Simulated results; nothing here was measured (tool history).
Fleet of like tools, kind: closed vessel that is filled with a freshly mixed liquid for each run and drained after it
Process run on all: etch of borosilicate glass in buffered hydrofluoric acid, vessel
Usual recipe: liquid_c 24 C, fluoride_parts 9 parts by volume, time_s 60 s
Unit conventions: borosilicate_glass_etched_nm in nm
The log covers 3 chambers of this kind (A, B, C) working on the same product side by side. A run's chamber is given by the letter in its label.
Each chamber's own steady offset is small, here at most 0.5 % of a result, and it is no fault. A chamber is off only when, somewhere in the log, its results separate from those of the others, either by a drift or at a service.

run   hour  liquid_c  fluoride_parts  time_s  hours since the thermometer was replaced  hours since the hydrofluoric acid flow meter was replaced  read-back film thickness of the borosilicate glass reference wafer, read on the same gauge (nm)  borosilicate_glass_etched_nm
 1C    3.6        24               9      60                                       639                                                      153.6                                                                                           109.99                        79.409
 2A    7.4        24               9      60                                    1550.3                                                      454.1                                                                                           109.97                        79.264
 3B   12.2        24               9      60                                     797.3                                                      240.6                                                                                           110.01                        79.752
 4A   16.1        24               9      60                                      1559                                                      462.8                                                                                           109.99                        78.943
 5B   20.3        24               9      60                                     805.4                                                      248.7                                                                                           109.99                        79.139
 6C   26.3        24               9      60                                     661.7                                                      176.3                                                                                           110.02                        79.662
 7C   31.1        24               9      60                                     666.5                                                      181.1                                                                                           110.01                        80.427
 8B   34.9        24               9      60                                       820                                                      263.3                                                                                              110                        79.703
 9A   39.1        24               9      60                                      1582                                                      485.8                                                                                           110.02                        79.651
10A   43.2        24               9      60                                    1586.1                                                      489.9                                                                                           110.03                         78.96
11C   46.7        24               9      60                                     682.1                                                      196.7                                                                                           109.99                        80.295
12B   53.8        24               9      60                                     838.9                                                      282.2                                                                                           109.99                        79.543
13C   58.4      26.5               9      60                                     693.8                                                      208.4                                                                                           109.99                         91.35
14A   64.8      26.5               9      60                                    1607.7                                                      511.5                                                                                           109.99                        89.787
15B   68.1      26.5               9      60                                     853.2                                                      296.5                                                                                              110                         90.52
16A     73        24               9      60                                    1615.9                                                      519.7                                                                                           110.01                        79.653
17C   77.4        24               9      60                                     712.8                                                      227.4                                                                                           110.01                        80.194
18B   81.3        24               9      60                                     866.4                                                      309.7                                                                                              110                        78.825
19C   88.1        24               9      60                                     723.5                                                      238.1                                                                                           109.99                        79.582
20B   92.4        24               9      60                                     877.5                                                      320.8                                                                                           109.99                        80.189
21A   98.9        24               9      60                                    1641.8                                                      545.6                                                                                           110.03                         78.06
22A  102.5        24               9      60                                    1645.4                                                      549.2                                                                                           109.99                         79.03
23B  107.5        24               9      60                                     892.6                                                      335.9                                                                                              110                        79.454
24C  113.5        24               9      60                                     748.9                                                      263.5                                                                                           109.97                        79.488
25A  120.2        24               9      60                                    1663.1                                                      566.9                                                                                           109.99                        77.902
26C  124.4        24               9      60                                     759.8                                                      274.4                                                                                           109.97                        80.022
27B    128        24               9      60                                     913.1                                                      356.4                                                                                              110                        79.154
28C  134.8        24               9      60                                     770.2                                                      284.8                                                                                           110.01                        79.864
29A  141.9        24               9      60                                    1684.8                                                      588.6                                                                                           109.98                        77.223
30B  148.1        24               9      60                                     933.2                                                      376.5                                                                                              110                        79.085
31B  154.9      28.5              12      60                                       940                                                      383.3                                                                                           109.98                        78.106
32A  158.6      28.5              12      60                                    1701.5                                                      605.3                                                                                           110.02                        74.958
33C    164      28.5              12      60                                     799.4                                                        314                                                                                           110.01                        79.232
34B  170.8        24               9      60                                     955.9                                                      399.2                                                                                           110.02                         79.73
35C  175.6        24               9      60                                       811                                                      325.6                                                                                           109.97                        80.087
36A  181.6        24               9      60                                    1724.5                                                      628.3                                                                                           110.02                        77.214
37B  188.4        24               9      60                                     973.5                                                      416.8                                                                                              110                        79.053

For the next run the whole fleet of 3 chambers uses the same settings. Give each chamber's results:
38A  193.6        24               9      60                                                                                                                                                                                                                                   ?
38B  193.6        24               9      60                                                                                                                                                                                                                                   ?
38C  193.6        24               9      60                                                                                                                                                                                                                                   ?

run  borosilicate_glass_etched_nm
38A                        76.418
38B                        79.595
38C                        79.858
